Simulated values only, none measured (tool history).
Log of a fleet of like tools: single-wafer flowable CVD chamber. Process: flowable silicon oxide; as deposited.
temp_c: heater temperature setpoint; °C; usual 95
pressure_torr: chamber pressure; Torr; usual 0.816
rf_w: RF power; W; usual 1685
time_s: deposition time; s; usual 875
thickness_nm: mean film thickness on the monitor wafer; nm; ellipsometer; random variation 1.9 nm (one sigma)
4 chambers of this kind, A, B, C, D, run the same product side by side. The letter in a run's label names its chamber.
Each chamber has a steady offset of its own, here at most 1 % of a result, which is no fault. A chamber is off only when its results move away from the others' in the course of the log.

run,hour,temp_c,pressure_torr,rf_w,time_s,"read-back reference wafer on the same gauge, thickness_nm",thickness_nm
1C,12.1,95,0.816,1685,875,534.25,622.87
2A,24.6,95,0.816,1685,875,533.93,621.62
3D,33,95,0.816,1685,875,534.21,620.14
4B,40.8,95,0.816,1685,875,533.64,618.3
5D,48.9,95,0.816,1685,992,534.07,707.3
6B,58,95,0.816,1685,992,534.13,700.93
7C,71.5,95,0.816,1685,992,534.02,708.12
8A,84.2,95,0.816,1685,992,533.9,703.61
9D,98,95,0.816,1685,875,533.85,620.09
10B,105.4,95,0.997,1685,764,534.7,690.8
11A,119,95,0.997,1685,764,534.04,696.98
12C,127.5,95,0.997,1685,764,534.17,698.28
13C,139.8,95,0.997,1685,764,534.1,697.82
14B,147.1,95,0.816,1685,875,534.07,616.83
# hour 149.9: chamber D: thermocouple changed; heater temperature recalibrated
15A,160.8,95,0.816,1685,875,533.98,620.4
# hour 165.7: chamber C: RF generator calibrated
16D,170.9,95,0.816,1685,875,534.29,598.73
17B,180.8,107,0.816,1685,875,533.93,412.22
18A,188.4,107,0.816,1685,875,533.8,416.5
19C,199.3,107,0.816,1685,875,533.75,420.84
20D,206.1,107,0.816,1685,875,534.08,401.92
# hour 215.9: chamber B: thermocouple changed; heater temperature recalibrated
21D,218.9,95,0.816,1685,875,534.34,599.54
22B,229.1,95,0.816,1685,875,533.96,613.78
23C,239.2,95,0.816,1510,875,534.15,603
24A,248.5,95,0.816,1510,875,534.14,599.38
25B,261.1,95,0.816,1510,875,534.02,594.28
26C,269.3,95,0.816,1510,875,534.15,604.41
27A,283.2,88,0.816,1815,875,533.94,793.7
28D,294,88,0.816,1815,875,533.89,772.34
29B,306.8,88,0.816,1815,875,533.8,791.75
30D,320,88,0.816,1815,875,534.3,765.26
31C,333.1,95,0.816,1685,875,534.11,621.77
32A,340.8,95,0.9,1685,875,533.47,704.22
33A,353.5,95,0.9,1685,875,533.8,704.21

All 4 chambers run these settings next. Forecast each chamber's results:
34A,363.5,95,0.745,1685,875,,?
34B,363.5,95,0.745,1685,875,,?
34C,363.5,95,0.745,1685,875,,?
34D,363.5,95,0.745,1685,875,,?

run,thickness_nm
34A,547.37
34B,548.38
34C,556.2
34D,532.52
